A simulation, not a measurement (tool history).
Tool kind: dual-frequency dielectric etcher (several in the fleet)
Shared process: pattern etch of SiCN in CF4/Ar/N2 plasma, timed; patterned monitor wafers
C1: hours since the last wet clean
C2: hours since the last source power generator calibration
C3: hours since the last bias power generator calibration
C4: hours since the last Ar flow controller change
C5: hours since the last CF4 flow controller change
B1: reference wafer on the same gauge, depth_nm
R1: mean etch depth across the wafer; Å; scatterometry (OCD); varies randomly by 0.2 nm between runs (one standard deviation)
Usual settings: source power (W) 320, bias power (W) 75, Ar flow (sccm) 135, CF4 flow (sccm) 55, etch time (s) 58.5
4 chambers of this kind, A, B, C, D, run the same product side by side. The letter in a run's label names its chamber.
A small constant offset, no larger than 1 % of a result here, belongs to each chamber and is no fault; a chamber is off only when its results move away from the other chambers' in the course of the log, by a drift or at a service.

{"run": "1B", "hour": 13.4, "source power (W)": 320, "bias power (W)": 75, "Ar flow (sccm)": 135, "CF4 flow (sccm)": 55, "etch time (s)": 58.5, "C1": 66.7, "C2": 1561.0, "C3": 766.9, "C4": 4747.3, "C5": 1122.7, "B1": 29.705, "R1": 349.03}
{"run": "2C", "hour": 21.0, "source power (W)": 320, "bias power (W)": 75, "Ar flow (sccm)": 135, "CF4 flow (sccm)": 55, "etch time (s)": 58.5, "C1": 218.4, "C2": 1578.3, "C3": 1316.8, "C4": 1242.4, "C5": 1517.4, "B1": 29.707, "R1": 347.79}
{"run": "3A", "hour": 31.3, "source power (W)": 320, "bias power (W)": 75, "Ar flow (sccm)": 135, "CF4 flow (sccm)": 55, "etch time (s)": 58.5, "C1": 498.0, "C2": 931.8, "C3": 635.0, "C4": 697.9, "C5": 4123.1, "B1": 29.712, "R1": 351.7}
{"run": "4D", "hour": 45.4, "source power (W)": 320, "bias power (W)": 75, "Ar flow (sccm)": 135, "CF4 flow (sccm)": 55, "etch time (s)": 58.5, "C1": 265.9, "C2": 757.5, "C3": 3066.7, "C4": 2571.6, "C5": 632.8, "B1": 29.717, "R1": 356.37}
{"run": "5B", "hour": 58.0, "source power (W)": 380, "bias power (W)": 75, "Ar flow (sccm)": 135, "CF4 flow (sccm)": 55, "etch time (s)": 58.5, "C1": 111.3, "C2": 1605.6, "C3": 811.5, "C4": 4791.9, "C5": 1167.3, "B1": 29.749, "R1": 405.89}
{"run": "6A", "hour": 68.8, "source power (W)": 380, "bias power (W)": 75, "Ar flow (sccm)": 135, "CF4 flow (sccm)": 55, "etch time (s)": 58.5, "C1": 535.5, "C2": 969.3, "C3": 672.5, "C4": 735.4, "C5": 4160.6, "B1": 29.708, "R1": 405.72}
{"run": "7D", "hour": 82.6, "source power (W)": 380, "bias power (W)": 75, "Ar flow (sccm)": 135, "CF4 flow (sccm)": 55, "etch time (s)": 58.5, "C1": 303.1, "C2": 794.7, "C3": 3103.9, "C4": 2608.8, "C5": 670.0, "B1": 29.684, "R1": 413.07}
{"run": "8C", "hour": 92.2, "source power (W)": 380, "bias power (W)": 75, "Ar flow (sccm)": 135, "CF4 flow (sccm)": 55, "etch time (s)": 58.5, "C1": 289.6, "C2": 1649.5, "C3": 1388.0, "C4": 1313.6, "C5": 1588.6, "B1": 29.708, "R1": 400.49}
{"hour": 92.9, "done": "chamber A: wet clean of the chamber"}
{"run": "9C", "hour": 102.9, "source power (W)": 320, "bias power (W)": 75, "Ar flow (sccm)": 135, "CF4 flow (sccm)": 55, "etch time (s)": 58.5, "C1": 300.3, "C2": 1660.2, "C3": 1398.7, "C4": 1324.3, "C5": 1599.3, "B1": 29.711, "R1": 347.83}
{"run": "10B", "hour": 110.6, "source power (W)": 320, "bias power (W)": 75, "Ar flow (sccm)": 135, "CF4 flow (sccm)": 55, "etch time (s)": 58.5, "C1": 163.9, "C2": 1658.2, "C3": 864.1, "C4": 4844.5, "C5": 1219.9, "B1": 29.755, "R1": 352.09}
{"run": "11A", "hour": 117.0, "source power (W)": 320, "bias power (W)": 75, "Ar flow (sccm)": 135, "CF4 flow (sccm)": 55, "etch time (s)": 58.5, "C1": 24.2, "C2": 1017.5, "C3": 720.7, "C4": 783.6, "C5": 4208.8, "B1": 29.702, "R1": 349.1}
{"run": "12D", "hour": 126.1, "source power (W)": 320, "bias power (W)": 75, "Ar flow (sccm)": 135, "CF4 flow (sccm)": 55, "etch time (s)": 58.5, "C1": 346.6, "C2": 838.2, "C3": 3147.4, "C4": 2652.3, "C5": 713.5, "B1": 29.684, "R1": 354.02}
{"run": "13C", "hour": 132.4, "source power (W)": 320, "bias power (W)": 75, "Ar flow (sccm)": 135, "CF4 flow (sccm)": 55, "etch time (s)": 58.5, "C1": 329.8, "C2": 1689.7, "C3": 1428.2, "C4": 1353.8, "C5": 1628.8, "B1": 29.706, "R1": 346.55}
{"run": "14D", "hour": 141.4, "source power (W)": 320, "bias power (W)": 75, "Ar flow (sccm)": 135, "CF4 flow (sccm)": 55, "etch time (s)": 58.5, "C1": 361.9, "C2": 853.5, "C3": 3162.7, "C4": 2667.6, "C5": 728.8, "B1": 29.669, "R1": 354.42}
{"run": "15A", "hour": 151.8, "source power (W)": 320, "bias power (W)": 75, "Ar flow (sccm)": 135, "CF4 flow (sccm)": 67, "etch time (s)": 58.5, "C1": 59.0, "C2": 1052.3, "C3": 755.5, "C4": 818.4, "C5": 4243.6, "B1": 29.683, "R1": 358.09}
{"run": "16B", "hour": 160.4, "source power (W)": 320, "bias power (W)": 75, "Ar flow (sccm)": 135, "CF4 flow (sccm)": 67, "etch time (s)": 58.5, "C1": 213.7, "C2": 1708.0, "C3": 913.9, "C4": 4894.3, "C5": 1269.7, "B1": 29.679, "R1": 360.25}
{"run": "17D", "hour": 168.5, "source power (W)": 320, "bias power (W)": 75, "Ar flow (sccm)": 135, "CF4 flow (sccm)": 67, "etch time (s)": 58.5, "C1": 389.0, "C2": 880.6, "C3": 3189.8, "C4": 2694.7, "C5": 755.9, "B1": 29.657, "R1": 360.74}
{"run": "18A", "hour": 176.1, "source power (W)": 320, "bias power (W)": 75, "Ar flow (sccm)": 135, "CF4 flow (sccm)": 67, "etch time (s)": 58.5, "C1": 83.3, "C2": 1076.6, "C3": 779.8, "C4": 842.7, "C5": 4267.9, "B1": 29.741, "R1": 358.92}
{"run": "19C", "hour": 186.9, "source power (W)": 320, "bias power (W)": 75, "Ar flow (sccm)": 135, "CF4 flow (sccm)": 55, "etch time (s)": 58.5, "C1": 384.3, "C2": 1744.2, "C3": 1482.7, "C4": 1408.3, "C5": 1683.3, "B1": 29.684, "R1": 344.4}
{"run": "20B", "hour": 201.2, "source power (W)": 320, "bias power (W)": 75, "Ar flow (sccm)": 135, "CF4 flow (sccm)": 55, "etch time (s)": 58.5, "C1": 254.5, "C2": 1748.8, "C3": 954.7, "C4": 4935.1, "C5": 1310.5, "B1": 29.687, "R1": 352.39}
{"run": "21C", "hour": 210.2, "source power (W)": 320, "bias power (W)": 75, "Ar flow (sccm)": 135, "CF4 flow (sccm)": 55, "etch time (s)": 58.5, "C1": 407.6, "C2": 1767.5, "C3": 1506.0, "C4": 1431.6, "C5": 1706.6, "B1": 29.748, "R1": 348.01}
{"run": "22D", "hour": 217.1, "source power (W)": 320, "bias power (W)": 75, "Ar flow (sccm)": 135, "CF4 flow (sccm)": 55, "etch time (s)": 58.5, "C1": 437.6, "C2": 929.2, "C3": 3238.4, "C4": 2743.3, "C5": 804.5, "B1": 29.702, "R1": 352.7}
{"run": "23B", "hour": 226.4, "source power (W)": 390, "bias power (W)": 75, "Ar flow (sccm)": 104, "CF4 flow (sccm)": 55, "etch time (s)": 58.5, "C1": 279.7, "C2": 1774.0, "C3": 979.9, "C4": 4960.3, "C5": 1335.7, "B1": 29.636, "R1": 435.39}
{"run": "24A", "hour": 239.4, "source power (W)": 390, "bias power (W)": 75, "Ar flow (sccm)": 104, "CF4 flow (sccm)": 55, "etch time (s)": 58.5, "C1": 146.6, "C2": 1139.9, "C3": 843.1, "C4": 906.0, "C5": 4331.2, "B1": 29.685, "R1": 433.94}
{"run": "25B", "hour": 248.4, "source power (W)": 390, "bias power (W)": 75, "Ar flow (sccm)": 104, "CF4 flow (sccm)": 55, "etch time (s)": 58.5, "C1": 301.7, "C2": 1796.0, "C3": 1001.9, "C4": 4982.3, "C5": 1357.7, "B1": 29.694, "R1": 435.28}
{"run": "26D", "hour": 255.7, "source power (W)": 390, "bias power (W)": 75, "Ar flow (sccm)": 104, "CF4 flow (sccm)": 55, "etch time (s)": 58.5, "C1": 476.2, "C2": 967.8, "C3": 3277.0, "C4": 2781.9, "C5": 843.1, "B1": 29.722, "R1": 429.93}
{"run": "27A", "hour": 267.6, "source power (W)": 320, "bias power (W)": 75, "Ar flow (sccm)": 135, "CF4 flow (sccm)": 55, "etch time (s)": 58.5, "C1": 174.8, "C2": 1168.1, "C3": 871.3, "C4": 934.2, "C5": 4359.4, "B1": 29.688, "R1": 353.8}
{"run": "28C", "hour": 276.7, "source power (W)": 320, "bias power (W)": 75, "Ar flow (sccm)": 135, "CF4 flow (sccm)": 55, "etch time (s)": 58.5, "C1": 474.1, "C2": 1834.0, "C3": 1572.5, "C4": 1498.1, "C5": 1773.1, "B1": 29.715, "R1": 350.67}
{"run": "29A", "hour": 290.5, "source power (W)": 320, "bias power (W)": 75, "Ar flow (sccm)": 135, "CF4 flow (sccm)": 55, "etch time (s)": 58.5, "C1": 197.7, "C2": 1191.0, "C3": 894.2, "C4": 957.1, "C5": 4382.3, "B1": 29.674, "R1": 347.09}
{"run": "30B", "hour": 296.8, "source power (W)": 320, "bias power (W)": 75, "Ar flow (sccm)": 135, "CF4 flow (sccm)": 55, "etch time (s)": 58.5, "C1": 350.1, "C2": 1844.4, "C3": 1050.3, "C4": 5030.7, "C5": 1406.1, "B1": 29.67, "R1": 349.25}
{"run": "31D", "hour": 306.2, "source power (W)": 320, "bias power (W)": 75, "Ar flow (sccm)": 135, "CF4 flow (sccm)": 55, "etch time (s)": 58.5, "C1": 526.7, "C2": 1018.3, "C3": 3327.5, "C4": 2832.4, "C5": 893.6, "B1": 29.709, "R1": 351.66}
{"run": "32C", "hour": 317.4, "source power (W)": 320, "bias power (W)": 75, "Ar flow (sccm)": 135, "CF4 flow (sccm)": 55, "etch time (s)": 58.5, "C1": 514.8, "C2": 1874.7, "C3": 1613.2, "C4": 1538.8, "C5": 1813.8, "B1": 29.668, "R1": 347.71}
{"hour": 320.7, "done": "chamber D: Ar flow controller replaced"}
{"run": "33B", "hour": 323.9, "source power (W)": 320, "bias power (W)": 75, "Ar flow (sccm)": 135, "CF4 flow (sccm)": 55, "etch time (s)": 58.5, "C1": 377.2, "C2": 1871.5, "C3": 1077.4, "C4": 5057.8, "C5": 1433.2, "B1": 29.714, "R1": 349.84}
{"run": "34A", "hour": 337.8, "source power (W)": 320, "bias power (W)": 75, "Ar flow (sccm)": 135, "CF4 flow (sccm)": 55, "etch time (s)": 58.5, "C1": 245.0, "C2": 1238.3, "C3": 941.5, "C4": 1004.4, "C5": 4429.6, "B1": 29.727, "R1": 349.46}
{"run": "35C", "hour": 345.6, "source power (W)": 320, "bias power (W)": 75, "Ar flow (sccm)": 135, "CF4 flow (sccm)": 55, "etch time (s)": 58.5, "C1": 543.0, "C2": 1902.9, "C3": 1641.4, "C4": 1567.0, "C5": 1842.0, "B1": 29.737, "R1": 345.4}
{"hour": 350.8, "done": "chamber D: wet clean of the chamber"}
{"run": "36D", "hour": 353.2, "source power (W)": 320, "bias power (W)": 75, "Ar flow (sccm)": 135, "CF4 flow (sccm)": 55, "etch time (s)": 58.5, "C1": 2.5, "C2": 1065.3, "C3": 3374.5, "C4": 32.6, "C5": 940.6, "B1": 29.742, "R1": 354.6}
{"hour": 354.9, "done": "chamber D: bias power generator calibrated"}
{"run": "37D", "hour": 367.5, "source power (W)": 320, "bias power (W)": 75, "Ar flow (sccm)": 116, "CF4 flow (sccm)": 55, "etch time (s)": 58.5, "C1": 16.8, "C2": 1079.6, "C3": 12.6, "C4": 46.9, "C5": 954.9, "B1": 29.694, "R1": 359.14}
{"hour": 367.7, "done": "chamber B: wet clean of the chamber"}
{"run": "38B", "hour": 381.1, "source power (W)": 320, "bias power (W)": 75, "Ar flow (sccm)": 116, "CF4 flow (sccm)": 55, "etch time (s)": 58.5, "C1": 13.4, "C2": 1928.7, "C3": 1134.6, "C4": 5115.0, "C5": 1490.4, "B1": 29.687, "R1": 355.92}
{"run": "39A", "hour": 392.4, "source power (W)": 320, "bias power (W)": 75, "Ar flow (sccm)": 116, "CF4 flow (sccm)": 55, "etch time (s)": 58.5, "C1": 299.6, "C2": 1292.9, "C3": 996.1, "C4": 1059.0, "C5": 4484.2, "B1": 29.713, "R1": 364.41}

One chamber off, gauge drift, or nothing amiss beyond the chambers' own small offsets? If it is a chamber, which one, and what is the likeliest cause?

All chambers stay in line apart from their small fixed offsets, and the gauge does not drift.
